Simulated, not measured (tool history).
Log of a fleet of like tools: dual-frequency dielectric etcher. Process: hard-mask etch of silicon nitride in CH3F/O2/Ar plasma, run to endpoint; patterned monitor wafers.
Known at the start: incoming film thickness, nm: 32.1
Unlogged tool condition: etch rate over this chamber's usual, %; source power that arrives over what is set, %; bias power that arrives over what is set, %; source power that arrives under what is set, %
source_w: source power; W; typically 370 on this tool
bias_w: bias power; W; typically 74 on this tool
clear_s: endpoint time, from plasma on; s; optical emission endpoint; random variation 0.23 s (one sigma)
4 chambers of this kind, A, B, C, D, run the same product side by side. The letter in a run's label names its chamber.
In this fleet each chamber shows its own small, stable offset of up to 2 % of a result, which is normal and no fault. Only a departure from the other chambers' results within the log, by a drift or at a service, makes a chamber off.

run	hour	source_w	bias_w	hours since the last wet clean	hours since the last source power generator calibration	hours since the last bias power generator calibration	clear_s
1C	3.1	370	74	349.4	2215.0	2856.8	47.100
2D	5.4	370	74	312.4	2319.0	1616.8	47.557
3A	7.6	370	74	139.5	2607.5	1389.3	47.781
4B	10.1	370	74	177.9	1874.8	2781.2	46.375
5B	13.1	370	74	180.9	1877.8	2784.2	46.829
6A	15.6	370	74	147.5	2615.5	1397.3	47.357
7C	20.3	370	74	366.6	2232.2	2874.0	47.228
8D	23.8	450	89	330.8	2337.4	1635.2	41.203
9C	27.4	450	89	373.7	2239.3	2881.1	41.246
10B	31.5	450	89	199.3	1896.2	2802.6	40.462
11D	34.2	450	89	341.2	2347.8	1645.6	41.410
12A	39.3	370	74	171.2	2639.2	1421.0	47.588
13D	43.8	370	83	350.8	2357.4	1655.2	45.889
14A	46.3	370	83	178.2	2646.2	1428.0	45.495
# hour 47.4: chamber C: wet clean of the chamber
15C	50.8	370	83	3.4	2262.7	2904.5	45.342
16B	55.6	370	83	223.4	1920.3	2826.7	44.434
17C	59.4	280	64	12.0	2271.3	2913.1	55.417
18B	63.6	280	64	231.4	1928.3	2834.7	54.256
19D	68.0	280	64	375.0	2381.6	1679.4	55.484
20A	72.7	280	64	204.6	2672.6	1454.4	55.848
21B	76.7	370	74	244.5	1941.4	2847.8	45.529
22C	79.5	370	74	32.1	2291.4	2933.2	47.069
23D	82.2	370	74	389.2	2395.8	1693.6	47.623
24A	84.6	370	74	216.5	2684.5	1466.3	47.588
25D	88.1	370	74	395.1	2401.7	1699.5	47.376
26B	92.5	370	74	260.3	1957.2	2863.6	45.413
27C	97.1	370	74	49.7	2309.0	2950.8	47.248
28A	99.5	370	74	231.4	2699.4	1481.2	47.532
29D	103.2	370	74	410.2	2416.8	1714.6	47.826
30B	106.1	370	74	273.9	1970.8	2877.2	44.844
31C	110.8	370	74	63.4	2322.7	2964.5	47.011
32A	114.8	370	74	246.7	2714.7	1496.5	47.529
33A	119.4	370	74	251.3	2719.3	1501.1	47.722

One chamber off, gauge drift, or nothing amiss beyond the chambers' own small offsets? If it is a chamber, which one, and what is the likeliest cause?

Little by little, chamber B moves away from the other chambers.
Cause: etch rate over this chamber's usual, % = 5.25.

Below are 4 candidate recipes for chamber B's next run, each the usual settings with a change, their results shown as question marks. Which of them brings B's results back in line with what the other chambers give on the usual settings?
Counts as in line when no further than this from what the other chambers average on the usual settings: clear_s 0.800 s
34B-1	123.1	380	76				?
34B-2	123.1	360	72				?
34B-3	123.1	310	74				?
34B-4	123.1	370	88				?

The other chambers' mean on the usual settings: clear_s 47.437 s
run	clear_s
34B-1	43.432
34B-2	45.185
34B-3	47.358
34B-4	41.621
34B-3 puts the chamber back in line with the other chambers.
